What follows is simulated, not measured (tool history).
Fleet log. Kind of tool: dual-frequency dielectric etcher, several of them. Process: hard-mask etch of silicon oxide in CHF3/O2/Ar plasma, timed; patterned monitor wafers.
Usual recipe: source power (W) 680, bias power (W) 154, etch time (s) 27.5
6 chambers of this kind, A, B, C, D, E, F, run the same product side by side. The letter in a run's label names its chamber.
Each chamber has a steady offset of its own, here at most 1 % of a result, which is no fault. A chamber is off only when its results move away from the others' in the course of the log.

run	hour	source power (W)	bias power (W)	etch time (s)	hours since the last wet clean	hours since the last source power generator calibration	hours since the last bias power generator calibration	read-back reference wafer on the same gauge, depth_nm	mean etch depth across the wafer (angstrom)
1A	5.7	680	154	27.5	126.0	1755.2	362.6	50.206	540.61
2D	10.4	680	154	27.5	276.0	3275.4	2558.9	50.216	537.43
3C	16.6	680	154	27.5	553.3	513.1	23.0	50.217	543.02
# hour 18.1: chamber C: wet clean of the chamber
4B	22.0	680	154	27.5	203.4	33.8	2123.3	50.236	540.90
5E	27.6	680	154	27.5	237.2	2282.2	1872.6	50.242	543.84
6F	31.8	680	154	27.5	251.9	210.2	1051.6	50.245	546.82
7A	36.7	680	154	27.5	157.0	1786.2	393.6	50.254	542.14
8F	41.5	680	154	27.5	261.6	219.9	1061.3	50.231	547.74
9C	47.5	680	154	27.5	29.4	544.0	53.9	50.251	542.57
10B	53.6	680	154	27.5	235.0	65.4	2154.9	50.275	539.72
# hour 55.9: chamber B: bias power generator calibrated
11E	58.2	680	154	27.5	267.8	2312.8	1903.2	50.291	545.21
12D	62.9	680	154	27.5	328.5	3327.9	2611.4	50.277	538.65
13F	70.8	680	154	27.5	290.9	249.2	1090.6	50.286	547.18
14D	77.6	680	154	27.5	343.2	3342.6	2626.1	50.318	538.09
15B	85.2	680	154	27.5	266.6	97.0	29.4	50.303	540.73
16A	89.9	680	154	27.5	210.2	1839.4	446.8	50.300	542.90
17C	96.1	680	154	27.5	78.0	592.6	102.5	50.331	543.72
18E	101.4	680	154	27.5	311.0	2356.0	1946.4	50.334	546.28
19E	107.6	680	154	27.5	317.2	2362.2	1952.6	50.335	545.57
20C	113.5	680	154	27.5	95.4	610.0	119.9	50.346	543.61
21D	120.2	680	154	27.5	385.8	3385.2	2668.7	50.341	538.63
22B	124.2	680	154	27.5	305.6	136.0	68.4	50.357	539.51
23A	130.0	680	154	27.5	250.3	1879.5	486.9	50.366	544.39
24F	134.8	680	154	27.5	354.9	313.2	1154.6	50.381	546.72
25F	142.2	680	154	27.5	362.3	320.6	1162.0	50.380	548.34
# hour 145.6: chamber D: bias power generator calibrated
26E	146.5	680	154	27.5	356.1	2401.1	1991.5	50.370	547.03
27A	152.7	680	154	27.5	273.0	1902.2	509.6	50.387	545.65
28D	157.5	680	154	27.5	423.1	3422.5	11.9	50.397	538.93
# hour 158.2: chamber D: wet clean of the chamber
29C	163.7	680	154	27.5	145.6	660.2	170.1	50.394	542.93
# hour 168.5: chamber B: wet clean of the chamber
30B	168.8	680	154	27.5	0.4	180.6	113.0	50.420	542.55
31B	173.2	680	154	27.5	4.8	185.0	117.4	50.423	544.17
32D	177.8	680	154	27.5	19.6	3442.8	32.2	50.425	541.03
33C	181.9	680	154	27.5	163.8	678.4	188.3	50.411	546.31
34A	189.2	680	154	27.5	309.5	1938.7	546.1	50.427	544.29
35E	196.2	680	154	27.5	405.8	2450.8	2041.2	50.446	544.56
36F	200.6	680	154	27.5	420.7	379.0	1220.4	50.447	550.11
37B	204.7	530	154	27.5	36.3	216.5	148.9	50.442	492.95
38C	211.3	530	154	27.5	193.2	707.8	217.7	50.438	496.38
39A	215.8	530	154	27.5	336.1	1965.3	572.7	50.464	494.70

Next, all 6 chambers run the settings below, one line each with question marks for the results. What does each chamber give?
40A	221.7	680	154	32.0					?
40B	221.7	680	154	32.0					?
40C	221.7	680	154	32.0					?
40D	221.7	680	154	32.0					?
40E	221.7	680	154	32.0					?
40F	221.7	680	154	32.0					?

run	mean etch depth across the wafer (angstrom)
40A	633.15
40B	632.00
40C	634.38
40D	627.68
40E	636.65
40F	639.39
